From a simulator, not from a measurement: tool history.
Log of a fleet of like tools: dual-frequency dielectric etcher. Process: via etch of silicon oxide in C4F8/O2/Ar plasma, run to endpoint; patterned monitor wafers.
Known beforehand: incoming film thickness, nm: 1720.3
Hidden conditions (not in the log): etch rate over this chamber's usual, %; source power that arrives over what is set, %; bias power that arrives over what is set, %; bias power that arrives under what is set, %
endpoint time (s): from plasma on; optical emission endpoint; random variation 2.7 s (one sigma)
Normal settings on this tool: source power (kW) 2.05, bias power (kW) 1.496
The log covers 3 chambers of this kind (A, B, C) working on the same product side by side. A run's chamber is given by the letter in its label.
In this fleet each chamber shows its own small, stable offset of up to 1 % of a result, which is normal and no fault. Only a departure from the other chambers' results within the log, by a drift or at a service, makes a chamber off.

| run | hour | source power (kW) | bias power (kW) | hours since the last wet clean | hours since the last source power generator calibration | hours since the last bias power generator calibration | endpoint time (s) |
|---|---|---|---|---|---|---|---|
| 1A | 4.5 | 2.05 | 1.496 | 21.8 | 1009.7 | 1830.1 | 367.11 |
| 2C | 7 | 2.05 | 1.496 | 376.9 | 1983.9 | 260 | 370.7 |
| 3B | 11.7 | 2.05 | 1.496 | 504.2 | 2952.5 | 914.2 | 367.79 |
| 4B | 16.2 | 2.05 | 1.496 | 508.7 | 2957 | 918.7 | 362.86 |
| 5A | 20.2 | 2.05 | 1.496 | 37.5 | 1025.4 | 1845.8 | 369.64 |
| 6C | 22.6 | 2.05 | 1.496 | 392.5 | 1999.5 | 275.6 | 362.94 |
| 7A | 26.3 | 2.05 | 1.496 | 43.6 | 1031.5 | 1851.9 | 366.78 |
| 8B | 30.5 | 2.05 | 1.496 | 523 | 2971.3 | 933 | 362.29 |
| 9C | 33.7 | 2.05 | 1.496 | 403.6 | 2010.6 | 286.7 | 363.27 |
| 10A | 36.8 | 2.05 | 1.219 | 54.1 | 1042 | 1862.4 | 387.57 |
| 11C | 39.4 | 2.05 | 1.219 | 409.3 | 2016.3 | 292.4 | 382.05 |
| 12B | 42.9 | 2.05 | 1.219 | 535.4 | 2983.7 | 945.4 | 380.51 |
| 13A | 46.4 | 2.05 | 1.496 | 63.7 | 1051.6 | 1872 | 367 |
| 14C | 50.1 | 2.05 | 1.496 | 420 | 2027 | 303.1 | 365.8 |
|  | 51 | chamber C: wet clean of the chamber |
| 15B | 53.2 | 2.05 | 1.838 | 545.7 | 2994 | 955.7 | 343.75 |
| 16A | 56.5 | 2.05 | 1.838 | 73.8 | 1061.7 | 1882.1 | 342.61 |
| 17B | 59.4 | 2.05 | 1.838 | 551.9 | 3000.2 | 961.9 | 343.36 |
| 18C | 61.8 | 1.67 | 1.163 | 10.9 | 2038.7 | 314.8 | 417.73 |
| 19A | 66.1 | 1.67 | 1.163 | 83.4 | 1071.3 | 1891.7 | 423.76 |
| 20B | 71 | 1.67 | 1.163 | 563.5 | 3011.8 | 973.5 | 419.96 |
| 21C | 73.8 | 2.05 | 1.496 | 22.9 | 2050.7 | 326.8 | 370.08 |
| 22B | 76.4 | 2.05 | 1.375 | 568.9 | 3017.2 | 978.9 | 373.97 |
| 23A | 80.5 | 2.05 | 1.375 | 97.8 | 1085.7 | 1906.1 | 370.93 |
| 24C | 83.2 | 2.05 | 1.375 | 32.3 | 2060.1 | 336.2 | 377.75 |
| 25C | 85.5 | 2.05 | 1.496 | 34.6 | 2062.4 | 338.5 | 370.13 |
| 26B | 89.7 | 2.05 | 1.496 | 582.2 | 3030.5 | 992.2 | 365.55 |
| 27A | 92.6 | 2.05 | 1.496 | 109.9 | 1097.8 | 1918.2 | 368.24 |
| 28B | 96.4 | 2.05 | 1.496 | 588.9 | 3037.2 | 998.9 | 358.6 |
|  | 101 | chamber B: wet clean of the chamber |
| 29A | 101.2 | 2.05 | 1.496 | 118.5 | 1106.4 | 1926.8 | 366.7 |
| 30C | 104.6 | 2.05 | 1.496 | 53.7 | 2081.5 | 357.6 | 368.39 |
| 31A | 107.7 | 2.05 | 1.496 | 125 | 1112.9 | 1933.3 | 369.09 |
| 32C | 109.9 | 2.05 | 1.496 | 59 | 2086.8 | 362.9 | 366.68 |
| 33B | 113.9 | 2.05 | 1.496 | 12.9 | 3054.7 | 1016.4 | 361.03 |
| 34A | 116.4 | 2.05 | 1.496 | 133.7 | 1121.6 | 1942 | 367.45 |
| 35B | 120.1 | 2.05 | 1.496 | 19.1 | 3060.9 | 1022.6 | 366.86 |
| 36C | 122.9 | 2.05 | 1.496 | 72 | 2099.8 | 375.9 | 363.87 |
| 37B | 125.9 | 2.05 | 1.496 | 24.9 | 3066.7 | 1028.4 | 367.27 |
| 38A | 131 | 2.05 | 1.222 | 148.3 | 1136.2 | 1956.6 | 390.5 |
| 39C | 134.6 | 2.05 | 1.222 | 83.7 | 2111.5 | 387.6 | 389.13 |
| 40B | 137.8 | 2.05 | 1.222 | 36.8 | 3078.6 | 1040.3 | 384.07 |
| 41C | 142.3 | 2.05 | 1.496 | 91.4 | 2119.2 | 395.3 | 369.3 |

Next, every chamber runs the same settings. What will each give?
| 42A | 145.9 | 2.05 | 1.496 |  |  |  | ? |
| 42B | 145.9 | 2.05 | 1.496 |  |  |  | ? |
| 42C | 145.9 | 2.05 | 1.496 |  |  |  | ? |

| run | endpoint time (s) |
|---|---|
| 42A | 367.27 |
| 42B | 362.83 |
| 42C | 367.76 |
